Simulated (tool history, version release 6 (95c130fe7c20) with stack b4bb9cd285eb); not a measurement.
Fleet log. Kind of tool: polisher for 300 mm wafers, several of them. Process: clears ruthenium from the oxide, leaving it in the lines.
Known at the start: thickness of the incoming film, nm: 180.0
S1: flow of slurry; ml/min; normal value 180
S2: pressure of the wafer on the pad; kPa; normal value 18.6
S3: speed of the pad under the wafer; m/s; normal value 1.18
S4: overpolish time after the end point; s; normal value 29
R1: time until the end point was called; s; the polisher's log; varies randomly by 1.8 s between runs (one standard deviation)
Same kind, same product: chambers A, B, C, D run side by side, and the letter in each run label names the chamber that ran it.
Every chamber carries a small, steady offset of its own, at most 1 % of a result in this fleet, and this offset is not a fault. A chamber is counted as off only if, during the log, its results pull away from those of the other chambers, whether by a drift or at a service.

run   hour   S1    S2    S3  S4      R1
 1B    4.5  180  18.6  1.18  29  98.148
 2A      8  180  18.6  1.18  29  96.922
 3C   12.7  180  18.6  1.18  29  99.684
 4D   18.4  180  18.6  1.18  29  95.265
 5B   22.8  180  18.6  1.18  29  99.926
 6C   28.2  180  18.6  1.18  29  94.568
 7A   31.3  180  18.6  1.18  29  98.761
 8D   36.6  180  18.6  1.18  29  96.712
        37  -- chamber C: slurry nozzle cleaned
 9C   40.3  180  18.6  1.18  29  96.012
10A   46.3  180  18.6  1.18  29  96.667
11B   51.5  180  18.6  1.18  29  100.95
12D   55.6  180  18.6  1.18  29  99.114
      58.9  -- chamber D: worn pad replaced by a new one
13B   60.8  180  18.6  1.18  29   99.98
14D   63.9  180  18.6  1.18  29  97.549
15A   70.2  180  18.6  1.18  41  98.241
      71.3  -- chamber A: slurry nozzle cleaned
16C   74.6  180  18.6  1.18  41   96.41
17A   78.9  180  18.6  1.18  41  98.647
18D   84.1  180  18.6  1.18  41  98.102
      86.8  -- chamber B: worn pad replaced by a new one
19B     89  180  18.6  1.18  29   97.61
      92.3  -- chamber C: worn pad replaced by a new one
20C   94.7  180  18.6  1.18  21  96.138
21C  100.2  180  18.6  1.18  21  99.803
22A  104.7  180  18.6  1.18  21  99.212
23D  109.3  180  18.6  1.18  21  99.599
     112.4  -- chamber A: worn pad replaced by a new one
24B  113.8  180  18.6  1.18  29  99.634
25B  118.2  180  20.7  1.18  35  90.217
26D  124.5  180  20.7  1.18  35  88.535
27C  127.5  180  20.7  1.18  35  84.821
28A  131.9  180  20.7  1.18  35  90.022
29B  136.4  180  18.6  1.18  29  99.552
30A  142.1  180  18.6  1.18  29  96.808
31C  146.4  180  18.6  1.18  29   95.98

Which is it: a chamber that has drifted or been left off by a service, a gauge drift common to all chambers, or only each chamber's usual small offset? If a chamber is off, name it and its likeliest cause.

All chambers stay in line apart from their small fixed offsets, and the gauge does not drift.
